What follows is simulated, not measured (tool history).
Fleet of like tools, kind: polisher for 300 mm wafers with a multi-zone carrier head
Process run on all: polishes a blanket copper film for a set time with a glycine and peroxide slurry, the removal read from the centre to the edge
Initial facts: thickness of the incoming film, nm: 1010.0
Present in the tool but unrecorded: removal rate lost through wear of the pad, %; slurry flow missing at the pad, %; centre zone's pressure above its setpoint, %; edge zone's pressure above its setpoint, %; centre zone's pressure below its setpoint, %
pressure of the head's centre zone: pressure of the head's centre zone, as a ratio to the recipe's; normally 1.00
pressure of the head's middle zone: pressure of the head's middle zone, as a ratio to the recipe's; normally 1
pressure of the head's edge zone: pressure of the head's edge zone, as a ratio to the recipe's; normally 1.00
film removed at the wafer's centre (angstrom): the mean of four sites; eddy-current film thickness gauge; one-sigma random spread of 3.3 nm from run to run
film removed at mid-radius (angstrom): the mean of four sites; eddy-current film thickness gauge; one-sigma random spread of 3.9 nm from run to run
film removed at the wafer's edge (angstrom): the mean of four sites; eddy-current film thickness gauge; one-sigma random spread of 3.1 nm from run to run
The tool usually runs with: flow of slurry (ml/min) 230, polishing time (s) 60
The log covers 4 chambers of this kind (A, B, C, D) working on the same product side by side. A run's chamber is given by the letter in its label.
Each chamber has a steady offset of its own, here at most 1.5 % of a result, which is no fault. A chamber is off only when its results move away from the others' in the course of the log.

run   hour  flow of slurry (ml/min)  pressure of the head's centre zone  pressure of the head's middle zone  pressure of the head's edge zone  polishing time (s)  wafers polished on this pad  hours since the slurry nozzle was cleaned  hours since the centre zone pressure was calibrated  hours since the edge zone pressure was calibrated  film removed at the wafer's centre (angstrom)  film removed at mid-radius (angstrom)  film removed at the wafer's edge (angstrom)
      11.4  -- chamber B: worn pad replaced by a new one
 1C   15.1                      230                                1.00                                   1                              1.00                  60                          153                                       48.3                                                707.8                                               44.4                                         2962.2                                 3009.5                                       3019.5
      26.1  -- chamber B: slurry nozzle cleaned
 2A   27.9                      230                                1.00                                   1                              1.00                  60                         1467                                      149.6                                                 31.8                                              123.1                                         3031.6                                 3002.1                                       2989.0
      32.9  -- chamber D: worn pad replaced by a new one
 3B   36.7                      230                                1.00                                   1                              1.00                  60                          256                                       10.7                                                 78.8                                              236.6                                         3061.9                                 2919.8                                       2983.4
      39.5  -- chamber A: worn pad replaced by a new one
 4D   44.8                      230                                1.00                                   1                              1.00                  60                          120                                      572.8                                                758.1                                              737.1                                         2991.3                                 2958.7                                       3009.8
 5D   60.0                      230                                1.00                                   1                              1.00                  60                          274                                      588.0                                                773.3                                              752.3                                         3012.2                                 2903.0                                       2973.0
 6B   70.1                      230                                1.00                                   1                              1.00                  60                          594                                       44.1                                                112.2                                              270.0                                         2965.9                                 2923.2                                       3027.6
 7C   84.7                      230                                1.00                                   1                              1.00                  60                          857                                      117.9                                                777.4                                              114.0                                         2920.2                                 2965.5                                       3023.8
 8A   98.0                      230                                1.00                                   1                              1.00                  60                          592                                      219.7                                                101.9                                              193.2                                         3015.1                                 2997.7                                       3036.2
 9A  110.7                      230                                1.00                                   1                              1.00                  60                          720                                      232.4                                                114.6                                              205.9                                         3032.9                                 3030.9                                       2996.7
     114.3  -- chamber D: worn pad replaced by a new one
     122.2  -- chamber C: worn pad replaced by a new one
10C  122.4                      230                                1.00                                   1                              1.00                  71                            2                                      155.6                                                815.1                                              151.7                                         3489.1                                 3573.7                                       3503.9
11D  131.3                      230                                1.00                                   1                              1.00                  71                          172                                      659.3                                                844.6                                              823.6                                         3554.3                                 3601.7                                       3512.0
12B  143.6                      230                                1.00                                   1                              1.00                  71                         1337                                      117.6                                                185.7                                              343.5                                         3604.0                                 3496.7                                       3584.0
     152.2  -- chamber B: worn pad replaced by a new one
13D  156.0                      230                                1.00                                   1                              1.00                  71                          422                                      684.0                                                869.3                                              848.3                                         3546.3                                 3557.4                                       3502.7
14C  171.2                      230                                1.00                                   1                              1.00                  60                          496                                      204.4                                                863.9                                              200.5                                         2970.5                                 3073.3                                       3003.1
     181.0  -- chamber A: slurry nozzle cleaned
15A  187.6                      230                                1.00                                   1                              1.00                  44                         1498                                        6.7                                                191.5                                              282.8                                         2234.2                                 2214.3                                       2244.6
     188.3  -- chamber A: worn pad replaced by a new one
     200.2  -- chamber D: worn pad replaced by a new one
16B  200.2                      230                                1.00                                   1                              1.00                  44                          485                                      174.2                                                242.3                                              400.1                                         2228.8                                 2128.0                                       2227.1
17D  216.4                      230                                1.00                                   1                              1.00                  44                          164                                      744.4                                                929.7                                              908.7                                         2225.2                                 2188.0                                       2158.4
18A  224.2                      230                                1.00                                   1                              1.00                  44                          363                                       43.3                                                228.1                                              319.4                                         2206.1                                 2183.0                                       2225.3
19B  234.2                      230                                1.00                                   1                              1.05                  60                          829                                      208.2                                                276.3                                              434.1                                         2993.8                                 2999.8                                       3068.8
     234.5  -- chamber A: edge zone pressure recalibrated
     237.5  -- chamber C: worn pad replaced by a new one
     241.4  -- chamber D: centre zone pressure recalibrated
20C  250.4                      230                                1.00                                   1                              1.05                  60                          131                                      283.6                                                943.1                                              279.7                                         2919.0                                 2962.7                                       3074.8
21A  260.5                      230                                1.00                                   1                              1.05                  60                          730                                       79.6                                                264.4                                               26.1                                         3044.8                                 3034.7                                       3112.0
22B  275.6                      230                                1.00                                   1                              1.05                  60                         1247                                      249.6                                                317.7                                              475.5                                         3036.0                                 2947.4                                       3133.3
     277.2  -- chamber B: worn pad replaced by a new one
23D  288.5                      230                                1.00                                   1                              1.00                  60                          893                                      816.5                                                 47.2                                              980.8                                         3001.3                                 3037.6                                       2985.2
     294.0  -- chamber D: worn pad replaced by a new one
24C  301.9                      230                                1.00                                   1                              1.00                  60                          651                                      335.1                                                994.6                                              331.2                                         2943.5                                 2976.0                                       3010.7
25A  310.0                      230                                1.00                                   1                              1.00                  60                         1230                                      129.1                                                313.9                                               75.6                                         3014.4                                 3067.4                                       3065.5
26D  321.4                      230                                1.00                                   1                              1.00                  60                          277                                      849.4                                                 80.1                                             1013.7                                         3004.2                                 3023.3                                       2998.7
     324.0  -- chamber A: worn pad replaced by a new one
27C  334.8                      230                                1.00                                   1                              1.00                  60                          984                                      368.0                                               1027.5                                              364.1                                         3030.5                                 3078.2                                       3049.2
28B  344.3                      230                                1.00                                   1                              1.00                  60                          678                                      318.3                                                386.4                                              544.2                                         3026.6                                 2980.4                                       3045.2
29A  357.5                      230                                1.00                                   1                              1.00                  60                          339                                      176.6                                                361.4                                              123.1                                         2994.7                                 3023.3                                       3048.6
30B  367.2                      230                                1.00                                   1                              1.00                  60                          910                                      341.2                                                409.3                                              567.1                                         2979.8                                 2968.8                                       3025.3
     371.1  -- chamber C: worn pad replaced by a new one
     373.5  -- chamber D: worn pad replaced by a new one
     377.0  -- chamber A: centre zone pressure recalibrated
31C  380.3                      230                                1.00                                   1                              1.00                  60                           93                                      413.5                                               1073.0                                              409.6                                         2942.8                                 2985.4                                       2970.1
32D  391.0                      230                                1.00                                   1                              1.00                  60                          176                                      919.0                                                149.7                                             1083.3                                         2985.9                                 2984.4                                       2946.3
     402.8  -- chamber B: worn pad replaced by a new one
33D  405.4                      230                                1.00                                   1                              1.00                  60                          322                                      933.4                                                164.1                                             1097.7                                         2943.4                                 2967.4                                       3026.0
34A  414.4                      230                                1.00                                   1                              1.00                  60                          914                                      233.5                                                 37.4                                              180.0                                         2995.8                                 3039.5                                       3038.8
35B  421.7                      230                                1.00                                   1                              1.00                  60                          192                                      395.7                                                463.8                                              621.6                                         3019.3                                 2907.1                                       2995.2

One chamber off, gauge drift, or nothing amiss beyond the chambers' own small offsets? If it is a chamber, which one, and what is the likeliest cause?

No chamber stands off beyond its own small offset, and the gauge holds steady.
